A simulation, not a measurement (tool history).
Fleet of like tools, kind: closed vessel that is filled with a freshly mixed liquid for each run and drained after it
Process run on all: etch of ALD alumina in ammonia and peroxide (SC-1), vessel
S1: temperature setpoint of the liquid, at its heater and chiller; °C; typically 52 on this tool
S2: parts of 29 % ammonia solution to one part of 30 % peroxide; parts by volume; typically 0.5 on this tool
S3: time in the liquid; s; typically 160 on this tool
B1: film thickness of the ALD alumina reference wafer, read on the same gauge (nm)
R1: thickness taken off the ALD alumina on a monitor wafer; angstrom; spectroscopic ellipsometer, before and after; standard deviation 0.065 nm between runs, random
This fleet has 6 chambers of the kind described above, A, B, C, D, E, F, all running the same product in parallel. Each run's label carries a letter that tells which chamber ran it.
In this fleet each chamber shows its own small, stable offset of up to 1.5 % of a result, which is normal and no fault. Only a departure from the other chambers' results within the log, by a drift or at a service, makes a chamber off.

run   hour  S1    S2   S3      B1      R1
 1F      3  52   0.5  160     140  103.22
 2B    8.2  52   0.5  160  139.96  104.25
 3A   11.4  52   0.5  160  139.97   106.7
 4E   17.2  52   0.5  160  139.97  104.52
 5C   20.1  52   0.3  105  139.96  65.245
 6D   23.2  52   0.3  105  140.06  64.817
 7D   27.9  52   0.3  105  140.02  65.706
 8B   33.7  52   0.3  105  140.01  66.259
 9E   37.2  52   0.3  105  139.98  65.607
10A   41.6  52   0.3  105  139.96  65.987
11F     46  52   0.6  160  140.01  104.59
12C   48.8  52   0.6  160  140.02  107.67
      49.7  -- chamber E: ammonia flow meter replaced
13C   54.5  52   0.6  160  140.03  107.39
14E   60.2  52   0.6  160  140.03  107.41
15F   64.2  52   0.6  160     140  106.25
16D   68.6  52   0.6  160     140  103.85
17B   71.7  52   0.5  160  140.02  104.21
18A     76  52   0.5  160  140.01  105.23
      77.7  -- chamber A: ammonia flow meter replaced
19A   80.7  52   0.5  160  139.98  105.25
20F   86.4  52   0.5  160  139.97  104.11
21C   89.4  52   0.5  160  140.02  105.16
22D   93.2  52  0.35  130  139.99  78.531
23E   97.3  52  0.35  130  139.97  83.437
      97.9  -- chamber D: new drum of ammonia solution connected
24B  102.8  52  0.35  130  140.01  82.526
25D  105.4  52  0.35  130  139.98  78.338
26E  110.2  52  0.35  130  140.06  83.476
27B  113.2  52  0.35  130  140.01  81.522
28C  118.2  52   0.5  160     140  105.09
29F  122.9  43   0.5  160  140.02  62.912
30A  126.1  43   0.5  160     140  63.325
31B    132  43   0.5  160  139.98  63.777
32E    135  43   0.5  160  139.97  63.514
       138  -- chamber F: new drum of ammonia solution connected
33C  139.4  43   0.5  160  139.99  64.569
34F    145  43   0.5  160  139.99  63.263
35D  149.2  52   0.5  160  140.01  98.241
36A  153.8  52   0.5  160  139.98   105.4
37D  157.1  52   0.6  160  139.96  98.875

For the next run the whole fleet of 6 chambers uses the same settings. Give each chamber's results:
38A  161.5  52  0.4  160       ?
38B  161.5  52  0.4  160       ?
38C  161.5  52  0.4  160       ?
38D  161.5  52  0.4  160       ?
38E  161.5  52  0.4  160       ?
38F  161.5  52  0.4  160       ?

run      R1
38A  103.64
38B  103.27
38C  101.92
38D  95.789
38E  103.82
38F  101.53

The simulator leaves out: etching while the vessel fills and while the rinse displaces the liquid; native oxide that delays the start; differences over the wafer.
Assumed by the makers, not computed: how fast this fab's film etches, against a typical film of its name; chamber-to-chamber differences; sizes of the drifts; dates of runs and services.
